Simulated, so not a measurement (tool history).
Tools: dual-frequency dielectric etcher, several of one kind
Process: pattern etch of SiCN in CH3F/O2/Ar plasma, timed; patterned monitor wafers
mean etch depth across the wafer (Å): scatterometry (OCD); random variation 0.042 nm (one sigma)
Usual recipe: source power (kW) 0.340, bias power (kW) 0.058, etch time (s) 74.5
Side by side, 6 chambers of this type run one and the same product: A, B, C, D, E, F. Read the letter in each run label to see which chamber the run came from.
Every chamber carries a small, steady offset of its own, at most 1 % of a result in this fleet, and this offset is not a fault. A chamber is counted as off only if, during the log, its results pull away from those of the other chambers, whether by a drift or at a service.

| run | hour | source power (kW) | bias power (kW) | etch time (s) | read-back reference wafer on the same gauge, depth_nm | mean etch depth across the wafer (Å) |
|---|---|---|---|---|---|---|
|  | 1.7 | chamber A: wet clean of the chamber |
| 1F | 6.9 | 0.340 | 0.058 | 74.5 | 26.892 | 243.80 |
|  | 8.9 | chamber E: wet clean of the chamber |
| 2D | 16.8 | 0.340 | 0.058 | 74.5 | 26.899 | 241.71 |
| 3B | 26.5 | 0.340 | 0.058 | 74.5 | 26.892 | 244.37 |
|  | 30.5 | chamber F: bias power generator calibrated |
| 4A | 34.3 | 0.340 | 0.058 | 74.5 | 26.885 | 242.87 |
| 5C | 41.6 | 0.280 | 0.058 | 60.0 | 26.867 | 183.70 |
| 6E | 52.4 | 0.280 | 0.058 | 60.0 | 26.881 | 183.91 |
| 7A | 60.2 | 0.280 | 0.058 | 60.0 | 26.861 | 182.46 |
| 8D | 67.5 | 0.280 | 0.058 | 60.0 | 26.861 | 180.60 |
|  | 69.9 | chamber B: wet clean of the chamber |
| 9E | 76.9 | 0.280 | 0.058 | 60.0 | 26.867 | 183.49 |
| 10C | 87.2 | 0.280 | 0.058 | 60.0 | 26.847 | 182.88 |
| 11F | 96.2 | 0.340 | 0.058 | 74.5 | 26.839 | 243.82 |
| 12B | 101.8 | 0.340 | 0.058 | 74.5 | 26.850 | 243.58 |
| 13D | 112.7 | 0.340 | 0.049 | 55.5 | 26.831 | 170.58 |
| 14C | 121.7 | 0.340 | 0.049 | 55.5 | 26.823 | 173.02 |
| 15F | 130.7 | 0.340 | 0.049 | 55.5 | 26.838 | 171.44 |
| 16A | 135.9 | 0.340 | 0.049 | 55.5 | 26.823 | 171.07 |
| 17B | 144.7 | 0.340 | 0.049 | 55.5 | 26.820 | 171.38 |
| 18E | 155.7 | 0.340 | 0.049 | 55.5 | 26.806 | 172.54 |
| 19D | 163.0 | 0.340 | 0.058 | 74.5 | 26.807 | 241.47 |
| 20F | 170.0 | 0.340 | 0.058 | 74.5 | 26.807 | 243.82 |
| 21C | 180.9 | 0.340 | 0.053 | 74.5 | 26.807 | 238.59 |
|  | 184.9 | chamber D: wet clean of the chamber |
| 22A | 190.9 | 0.340 | 0.053 | 74.5 | 26.783 | 235.56 |
| 23E | 197.2 | 0.340 | 0.053 | 74.5 | 26.786 | 237.31 |
| 24B | 207.2 | 0.340 | 0.053 | 74.5 | 26.786 | 236.05 |
| 25B | 214.7 | 0.340 | 0.053 | 74.5 | 26.785 | 236.11 |
| 26A | 220.0 | 0.340 | 0.053 | 74.5 | 26.780 | 235.20 |
| 27F | 228.4 | 0.340 | 0.058 | 74.5 | 26.762 | 242.30 |
| 28C | 239.0 | 0.340 | 0.058 | 74.5 | 26.770 | 244.20 |
| 29E | 248.3 | 0.340 | 0.050 | 74.5 | 26.772 | 232.39 |
| 30D | 257.1 | 0.340 | 0.050 | 74.5 | 26.751 | 228.83 |
| 31D | 263.4 | 0.340 | 0.050 | 74.5 | 26.750 | 228.97 |
| 32E | 268.2 | 0.340 | 0.050 | 74.5 | 26.761 | 232.45 |
| 33F | 278.8 | 0.340 | 0.050 | 74.5 | 26.756 | 230.46 |
| 34A | 284.4 | 0.340 | 0.050 | 74.5 | 26.750 | 230.37 |
| 35B | 289.5 | 0.340 | 0.058 | 74.5 | 26.728 | 243.41 |
| 36C | 295.5 | 0.340 | 0.058 | 74.5 | 26.747 | 244.77 |
| 37B | 302.7 | 0.340 | 0.058 | 74.5 | 26.746 | 243.99 |
| 38F | 311.1 | 0.340 | 0.058 | 74.5 | 26.720 | 242.88 |
| 39D | 318.2 | 0.340 | 0.058 | 74.5 | 26.731 | 240.99 |
| 40E | 325.0 | 0.340 | 0.058 | 74.5 | 26.720 | 244.08 |
| 41C | 334.4 | 0.340 | 0.058 | 74.5 | 26.729 | 244.35 |
| 42A | 340.1 | 0.340 | 0.058 | 74.5 | 26.725 | 241.89 |
| 43D | 349.6 | 0.390 | 0.058 | 74.5 | 26.725 | 252.68 |

Read the log: is a single chamber off, either drifting away or since a service, is the gauge that measures every chamber drifting, or is nothing wrong beyond small per-chamber offsets? Name any odd chamber and what most likely caused it.

It is the gauge, not a chamber: its drift shows up in every chamber's results at once, and no chamber is off.
Most likely cause: gauge reads low (%) = 0.703.

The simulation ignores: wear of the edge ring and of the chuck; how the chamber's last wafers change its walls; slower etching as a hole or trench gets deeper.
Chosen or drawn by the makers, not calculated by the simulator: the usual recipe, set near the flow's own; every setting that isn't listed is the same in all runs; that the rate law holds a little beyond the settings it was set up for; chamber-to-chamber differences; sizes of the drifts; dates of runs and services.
